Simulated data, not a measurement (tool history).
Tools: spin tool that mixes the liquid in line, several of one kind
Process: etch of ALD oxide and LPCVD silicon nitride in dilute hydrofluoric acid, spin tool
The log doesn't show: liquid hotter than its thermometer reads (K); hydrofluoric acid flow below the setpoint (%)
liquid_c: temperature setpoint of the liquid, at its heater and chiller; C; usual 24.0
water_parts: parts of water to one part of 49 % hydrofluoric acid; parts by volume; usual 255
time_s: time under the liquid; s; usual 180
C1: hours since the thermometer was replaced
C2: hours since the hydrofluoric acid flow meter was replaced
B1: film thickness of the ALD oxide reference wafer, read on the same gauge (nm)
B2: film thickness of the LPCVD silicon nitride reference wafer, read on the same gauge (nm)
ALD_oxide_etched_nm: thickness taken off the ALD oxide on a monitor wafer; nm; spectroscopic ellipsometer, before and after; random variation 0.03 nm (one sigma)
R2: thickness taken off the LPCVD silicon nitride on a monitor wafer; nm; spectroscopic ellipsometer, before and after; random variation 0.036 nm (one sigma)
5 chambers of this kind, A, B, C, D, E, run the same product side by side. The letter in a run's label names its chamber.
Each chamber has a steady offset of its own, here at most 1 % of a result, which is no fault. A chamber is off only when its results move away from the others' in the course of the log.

{"hour": 5.7, "done": "chamber B: thermometer replaced"}
{"run": "1B", "hour": 10.8, "liquid_c": 24.0, "water_parts": 255, "time_s": 180, "C1": 5.2, "C2": 727.4, "B1": 49.985, "B2": 60.016, "ALD_oxide_etched_nm": 5.8885, "R2": 0.32601}
{"run": "2D", "hour": 21.0, "liquid_c": 24.0, "water_parts": 255, "time_s": 180, "C1": 2369.4, "C2": 173.2, "B1": 50.004, "B2": 60.008, "ALD_oxide_etched_nm": 5.8537, "R2": 0.29604}
{"hour": 22.4, "done": "chamber C: thermometer replaced"}
{"run": "3E", "hour": 30.1, "liquid_c": 24.0, "water_parts": 255, "time_s": 180, "C1": 1386.5, "C2": 489.2, "B1": 49.985, "B2": 59.985, "ALD_oxide_etched_nm": 5.814, "R2": 0.37386}
{"run": "4A", "hour": 41.3, "liquid_c": 24.0, "water_parts": 255, "time_s": 180, "C1": 183.5, "C2": 522.5, "B1": 49.996, "B2": 59.998, "ALD_oxide_etched_nm": 5.8218, "R2": 0.39284}
{"run": "5C", "hour": 52.9, "liquid_c": 24.0, "water_parts": 255, "time_s": 180, "C1": 30.6, "C2": 1190.1, "B1": 50.01, "B2": 59.976, "ALD_oxide_etched_nm": 5.8196, "R2": 0.3658}
{"run": "6D", "hour": 62.6, "liquid_c": 24.0, "water_parts": 255, "time_s": 180, "C1": 2411.0, "C2": 214.8, "B1": 50.006, "B2": 59.996, "ALD_oxide_etched_nm": 5.8656, "R2": 0.34486}
{"run": "7C", "hour": 68.7, "liquid_c": 24.0, "water_parts": 255, "time_s": 180, "C1": 46.4, "C2": 1205.9, "B1": 50.007, "B2": 59.993, "ALD_oxide_etched_nm": 5.8366, "R2": 0.37401}
{"run": "8B", "hour": 75.1, "liquid_c": 24.0, "water_parts": 255, "time_s": 180, "C1": 69.5, "C2": 791.7, "B1": 50.019, "B2": 60.016, "ALD_oxide_etched_nm": 5.8708, "R2": 0.29735}
{"run": "9A", "hour": 87.4, "liquid_c": 24.0, "water_parts": 255, "time_s": 180, "C1": 229.6, "C2": 568.6, "B1": 49.999, "B2": 60.003, "ALD_oxide_etched_nm": 5.8344, "R2": 0.34924}
{"run": "10E", "hour": 97.5, "liquid_c": 24.0, "water_parts": 375, "time_s": 180, "C1": 1453.9, "C2": 556.6, "B1": 50.0, "B2": 59.982, "ALD_oxide_etched_nm": 3.4821, "R2": 0.21057}
{"run": "11D", "hour": 110.4, "liquid_c": 24.0, "water_parts": 375, "time_s": 180, "C1": 2458.8, "C2": 262.6, "B1": 49.983, "B2": 60.0, "ALD_oxide_etched_nm": 3.5441, "R2": 0.28182}
{"run": "12A", "hour": 118.7, "liquid_c": 24.0, "water_parts": 375, "time_s": 180, "C1": 260.9, "C2": 599.9, "B1": 50.007, "B2": 59.989, "ALD_oxide_etched_nm": 3.5097, "R2": 0.20673}
{"run": "13E", "hour": 126.1, "liquid_c": 24.0, "water_parts": 375, "time_s": 180, "C1": 1482.5, "C2": 585.2, "B1": 50.005, "B2": 59.997, "ALD_oxide_etched_nm": 3.4835, "R2": 0.25245}
{"run": "14C", "hour": 135.6, "liquid_c": 24.0, "water_parts": 375, "time_s": 180, "C1": 113.3, "C2": 1272.8, "B1": 50.009, "B2": 59.972, "ALD_oxide_etched_nm": 3.5009, "R2": 0.25861}
{"run": "15B", "hour": 145.2, "liquid_c": 24.0, "water_parts": 255, "time_s": 180, "C1": 139.6, "C2": 861.8, "B1": 49.98, "B2": 59.968, "ALD_oxide_etched_nm": 5.8278, "R2": 0.35405}
{"run": "16C", "hour": 153.6, "liquid_c": 24.0, "water_parts": 255, "time_s": 180, "C1": 131.3, "C2": 1290.8, "B1": 50.006, "B2": 60.015, "ALD_oxide_etched_nm": 5.8222, "R2": 0.36203}
{"run": "17A", "hour": 161.9, "liquid_c": 24.0, "water_parts": 255, "time_s": 180, "C1": 304.1, "C2": 643.1, "B1": 49.992, "B2": 59.979, "ALD_oxide_etched_nm": 5.7613, "R2": 0.38763}
{"run": "18E", "hour": 172.5, "liquid_c": 24.0, "water_parts": 255, "time_s": 180, "C1": 1528.9, "C2": 631.6, "B1": 49.987, "B2": 60.001, "ALD_oxide_etched_nm": 5.7019, "R2": 0.35547}
{"run": "19B", "hour": 183.7, "liquid_c": 24.0, "water_parts": 255, "time_s": 180, "C1": 178.1, "C2": 900.3, "B1": 49.994, "B2": 60.006, "ALD_oxide_etched_nm": 5.8356, "R2": 0.29604}
{"run": "20D", "hour": 189.6, "liquid_c": 24.0, "water_parts": 255, "time_s": 180, "C1": 2538.0, "C2": 341.8, "B1": 50.004, "B2": 59.994, "ALD_oxide_etched_nm": 5.9103, "R2": 0.43236}
{"run": "21B", "hour": 202.2, "liquid_c": 24.0, "water_parts": 255, "time_s": 180, "C1": 196.6, "C2": 918.8, "B1": 49.981, "B2": 60.006, "ALD_oxide_etched_nm": 5.8758, "R2": 0.36145}
{"run": "22A", "hour": 209.6, "liquid_c": 24.0, "water_parts": 255, "time_s": 180, "C1": 351.8, "C2": 690.8, "B1": 49.997, "B2": 60.005, "ALD_oxide_etched_nm": 5.8, "R2": 0.31949}
{"run": "23C", "hour": 222.1, "liquid_c": 24.0, "water_parts": 255, "time_s": 180, "C1": 199.8, "C2": 1359.3, "B1": 50.005, "B2": 59.993, "ALD_oxide_etched_nm": 5.8324, "R2": 0.37795}
{"run": "24D", "hour": 228.8, "liquid_c": 24.0, "water_parts": 255, "time_s": 180, "C1": 2577.2, "C2": 381.0, "B1": 50.008, "B2": 60.011, "ALD_oxide_etched_nm": 5.8803, "R2": 0.43941}
{"run": "25E", "hour": 238.8, "liquid_c": 24.0, "water_parts": 255, "time_s": 180, "C1": 1595.2, "C2": 697.9, "B1": 50.004, "B2": 60.009, "ALD_oxide_etched_nm": 5.5745, "R2": 0.38358}
{"run": "26B", "hour": 246.6, "liquid_c": 24.0, "water_parts": 255, "time_s": 180, "C1": 241.0, "C2": 963.2, "B1": 50.015, "B2": 60.016, "ALD_oxide_etched_nm": 5.8149, "R2": 0.31878}
{"run": "27D", "hour": 255.0, "liquid_c": 21.5, "water_parts": 255, "time_s": 265, "C1": 2603.4, "C2": 407.2, "B1": 49.993, "B2": 59.989, "ALD_oxide_etched_nm": 7.9582, "R2": 0.41339}
{"run": "28C", "hour": 268.0, "liquid_c": 21.5, "water_parts": 255, "time_s": 265, "C1": 245.7, "C2": 1405.2, "B1": 50.003, "B2": 59.993, "ALD_oxide_etched_nm": 7.8404, "R2": 0.38637}
{"run": "29A", "hour": 277.6, "liquid_c": 21.5, "water_parts": 255, "time_s": 265, "C1": 419.8, "C2": 758.8, "B1": 49.999, "B2": 60.007, "ALD_oxide_etched_nm": 7.7639, "R2": 0.39968}
{"run": "30E", "hour": 284.8, "liquid_c": 21.5, "water_parts": 255, "time_s": 265, "C1": 1641.2, "C2": 743.9, "B1": 49.983, "B2": 59.98, "ALD_oxide_etched_nm": 7.4029, "R2": 0.43076}
{"run": "31C", "hour": 296.4, "liquid_c": 21.5, "water_parts": 255, "time_s": 265, "C1": 274.1, "C2": 1433.6, "B1": 50.027, "B2": 59.992, "ALD_oxide_etched_nm": 7.8626, "R2": 0.43759}
{"run": "32A", "hour": 309.3, "liquid_c": 24.0, "water_parts": 255, "time_s": 180, "C1": 451.5, "C2": 790.5, "B1": 50.021, "B2": 59.982, "ALD_oxide_etched_nm": 5.8112, "R2": 0.32716}
{"run": "33E", "hour": 317.0, "liquid_c": 24.0, "water_parts": 255, "time_s": 180, "C1": 1673.4, "C2": 776.1, "B1": 49.984, "B2": 59.987, "ALD_oxide_etched_nm": 5.3869, "R2": 0.33396}
{"hour": 324.1, "done": "chamber D: thermometer replaced"}
{"run": "34D", "hour": 324.9, "liquid_c": 24.0, "water_parts": 255, "time_s": 180, "C1": 0.9, "C2": 477.1, "B1": 50.002, "B2": 60.014, "ALD_oxide_etched_nm": 5.8302, "R2": 0.3701}
{"run": "35B", "hour": 335.7, "liquid_c": 24.0, "water_parts": 255, "time_s": 180, "C1": 330.1, "C2": 1052.3, "B1": 49.988, "B2": 59.989, "ALD_oxide_etched_nm": 5.8199, "R2": 0.41169}

Is one chamber off against the others, does the gauge drift, or is nothing wrong? If a chamber is off, say which, and what the likeliest cause is.

Chamber E drifts away from the others.
Cause: hydrofluoric acid flow below the setpoint (%) = 5.77.

Here are 4 candidates for chamber E's next run, each the usual settings with a change, their results left as question marks. Which one brings its results back in line with what the others give on the usual settings?
In line means no further than this from the other chambers' mean on the usual settings: ALD_oxide_etched_nm 0.1000 nm; R2 0.13000 nm
{"run": "36E-1", "hour": 345.5, "liquid_c": 24.0, "water_parts": 245, "time_s": 185, "ALD_oxide_etched_nm": "?", "R2": "?"}
{"run": "36E-2", "hour": 345.5, "liquid_c": 24.0, "water_parts": 265, "time_s": 175, "ALD_oxide_etched_nm": "?", "R2": "?"}
{"run": "36E-3", "hour": 345.5, "liquid_c": 24.5, "water_parts": 285, "time_s": 175, "ALD_oxide_etched_nm": "?", "R2": "?"}
{"run": "36E-4", "hour": 345.5, "liquid_c": 23.0, "water_parts": 225, "time_s": 185, "ALD_oxide_etched_nm": "?", "R2": "?"}

The other chambers' mean on the usual settings: ALD_oxide_etched_nm 5.8288 nm; R2 0.35063 nm
run=36E-1 ALD_oxide_etched_nm=5.8534 R2=0.34312
run=36E-2 ALD_oxide_etched_nm=5.0040 R2=0.29995
run=36E-3 ALD_oxide_etched_nm=4.6302 R2=0.28740
run=36E-4 ALD_oxide_etched_nm=6.2973 R2=0.35161
36E-1 brings the chamber back in line.
